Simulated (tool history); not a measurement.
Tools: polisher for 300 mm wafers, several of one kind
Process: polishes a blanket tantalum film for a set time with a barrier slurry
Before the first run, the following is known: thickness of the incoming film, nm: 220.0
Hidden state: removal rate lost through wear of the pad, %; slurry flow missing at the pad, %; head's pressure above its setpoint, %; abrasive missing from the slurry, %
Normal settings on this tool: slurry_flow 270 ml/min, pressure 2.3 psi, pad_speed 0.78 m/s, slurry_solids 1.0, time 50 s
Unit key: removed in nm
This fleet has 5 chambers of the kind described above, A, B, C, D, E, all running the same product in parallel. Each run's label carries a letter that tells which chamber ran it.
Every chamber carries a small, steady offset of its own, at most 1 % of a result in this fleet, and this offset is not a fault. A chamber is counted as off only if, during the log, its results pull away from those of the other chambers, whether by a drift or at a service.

run	hour	slurry_flow	pressure	pad_speed	slurry_solids	time	wafers polished on this pad	hours since the slurry nozzle was cleaned	hours since the head pressure was calibrated	hours since the slurry blender was calibrated	removed
1D	10.8	270	2.3	0.78	1.0	50	1091	425.4	343.8	291.8	71.745
# hour 13.8: chamber C: worn pad replaced by a new one
2B	25.6	270	2.3	0.78	1.0	50	783	78.5	263.3	266.9	71.848
# hour 25.9: chamber B: worn pad replaced by a new one
# hour 31.9: chamber D: worn pad replaced by a new one
3A	40.2	270	2.3	0.78	1.0	50	359	148.3	612.0	75.2	72.419
4C	52.5	270	2.3	0.78	1.0	50	308	141.0	527.8	360.4	70.518
5E	59.4	270	2.3	0.78	1.0	50	1106	248.2	575.4	492.1	71.067
# hour 62.0: chamber E: worn pad replaced by a new one
6C	73.0	270	2.3	0.78	1.0	50	471	161.5	548.3	380.9	71.418
7D	83.7	270	2.3	0.78	1.0	50	412	498.3	416.7	364.7	72.035
# hour 86.5: chamber E: slurry blender recalibrated
# hour 87.9: chamber A: slurry nozzle cleaned
# hour 91.1: chamber C: slurry blender recalibrated
# hour 96.7: chamber B: slurry blender recalibrated
8E	99.7	270	2.3	0.78	1.0	50	300	288.5	615.7	13.3	71.660
9A	112.8	270	2.3	0.96	0.9	50	938	25.0	684.6	147.8	87.169
10B	124.3	270	2.3	0.96	0.9	50	783	177.2	362.0	27.6	85.252
# hour 131.3: chamber B: worn pad replaced by a new one
11C	131.7	270	2.3	0.96	0.9	50	939	220.2	607.0	40.7	84.965
# hour 136.5: chamber C: worn pad replaced by a new one
12D	146.0	270	2.3	0.96	0.9	50	908	560.6	479.0	427.0	85.116
# hour 156.1: chamber A: worn pad replaced by a new one
13E	157.0	270	2.3	0.96	0.9	50	757	345.8	673.0	70.6	85.493
# hour 159.2: chamber D: slurry blender recalibrated
14B	166.4	270	2.3	0.78	1.0	50	280	219.3	404.1	69.7	71.571
# hour 178.3: chamber D: head pressure recalibrated
15A	179.1	270	2.3	0.78	1.0	50	183	91.3	750.9	214.1	72.287
16A	187.2	270	2.3	0.78	1.0	50	247	99.4	759.0	222.2	72.221
# hour 194.8: chamber D: worn pad replaced by a new one
17E	203.2	270	2.3	0.78	1.0	50	1124	392.0	719.2	116.8	70.580
# hour 207.9: chamber B: head pressure recalibrated
# hour 210.0: chamber E: worn pad replaced by a new one
18D	217.2	270	2.3	0.78	1.1	33	178	631.8	39.0	58.1	48.284
19C	233.0	270	2.3	0.78	1.1	33	768	321.5	708.3	142.0	48.202
# hour 238.6: chamber C: slurry nozzle cleaned
# hour 238.8: chamber B: worn pad replaced by a new one
20B	244.1	270	2.3	0.78	1.1	33	42	297.0	36.2	147.4	48.546
21D	258.4	270	2.3	0.78	1.1	33	506	673.0	80.2	99.3	48.055
22C	267.7	270	2.3	0.78	1.1	33	1044	29.2	743.0	176.7	47.776
# hour 281.5: chamber C: worn pad replaced by a new one
23B	282.4	270	2.3	0.78	1.0	50	347	335.3	74.5	185.7	71.988
# hour 286.1: chamber B: slurry nozzle cleaned
# hour 288.2: chamber A: slurry nozzle cleaned
24A	297.2	270	2.3	0.90	1.0	50	1123	9.1	869.0	332.2	83.158
# hour 297.9: chamber A: slurry blender recalibrated
25E	310.5	270	2.3	0.90	1.0	50	801	499.3	826.5	224.1	82.552
26A	321.7	270	2.3	0.90	1.0	50	1318	33.6	893.5	23.8	83.926
# hour 322.3: chamber A: worn pad replaced by a new one
27E	330.3	270	2.3	0.90	1.0	50	958	519.1	846.3	243.9	81.937
# hour 331.7: chamber E: worn pad replaced by a new one
# hour 336.0: chamber B: worn pad replaced by a new one
28B	343.4	270	2.3	0.90	1.0	50	59	57.4	135.5	246.7	83.337
29D	355.0	270	2.3	0.78	1.0	50	1276	769.6	176.8	195.9	70.621
30C	367.9	270	2.3	0.78	1.0	50	688	129.4	843.2	276.9	71.601
# hour 379.5: chamber B: slurry blender recalibrated
31E	381.0	270	2.3	0.78	1.0	50	392	569.8	897.0	294.6	71.526
32A	388.9	270	2.3	0.78	1.0	50	530	100.8	960.7	91.0	72.206
# hour 399.6: chamber D: worn pad replaced by a new one
33C	400.4	270	2.3	0.78	1.0	50	947	161.9	875.7	309.4	70.684
# hour 405.5: chamber E: slurry nozzle cleaned
34B	416.0	270	2.3	0.78	1.0	50	637	130.0	208.1	36.6	70.900
35D	430.8	270	2.3	0.78	1.0	50	248	845.4	252.6	271.7	69.156
# hour 430.9: chamber C: worn pad replaced by a new one
# hour 439.8: chamber B: worn pad replaced by a new one
36E	441.5	270	2.3	0.62	1.0	50	874	36.1	957.5	355.1	56.949
37A	451.7	270	2.3	0.62	1.0	50	1031	163.6	1023.5	153.8	57.671
# hour 454.1: chamber C: slurry blender recalibrated
38B	461.5	270	2.3	0.62	1.0	50	173	175.5	253.6	82.1	57.026
39D	471.0	270	2.3	0.62	1.0	50	568	885.6	292.8	311.9	55.065
40C	482.8	270	2.3	0.62	1.0	50	414	244.3	958.1	28.7	56.838

The same settings go to every chamber for the next run, one line per chamber below. Forecast the results for each:
41A	494.3	270	2.3	0.78	1.0	50					?
41B	494.3	270	2.3	0.78	1.0	50					?
41C	494.3	270	2.3	0.78	1.0	50					?
41D	494.3	270	2.3	0.78	1.0	50					?
41E	494.3	270	2.3	0.78	1.0	50					?

run	removed
41A	72.669
41B	72.333
41C	69.919
41D	69.112
41E	72.018

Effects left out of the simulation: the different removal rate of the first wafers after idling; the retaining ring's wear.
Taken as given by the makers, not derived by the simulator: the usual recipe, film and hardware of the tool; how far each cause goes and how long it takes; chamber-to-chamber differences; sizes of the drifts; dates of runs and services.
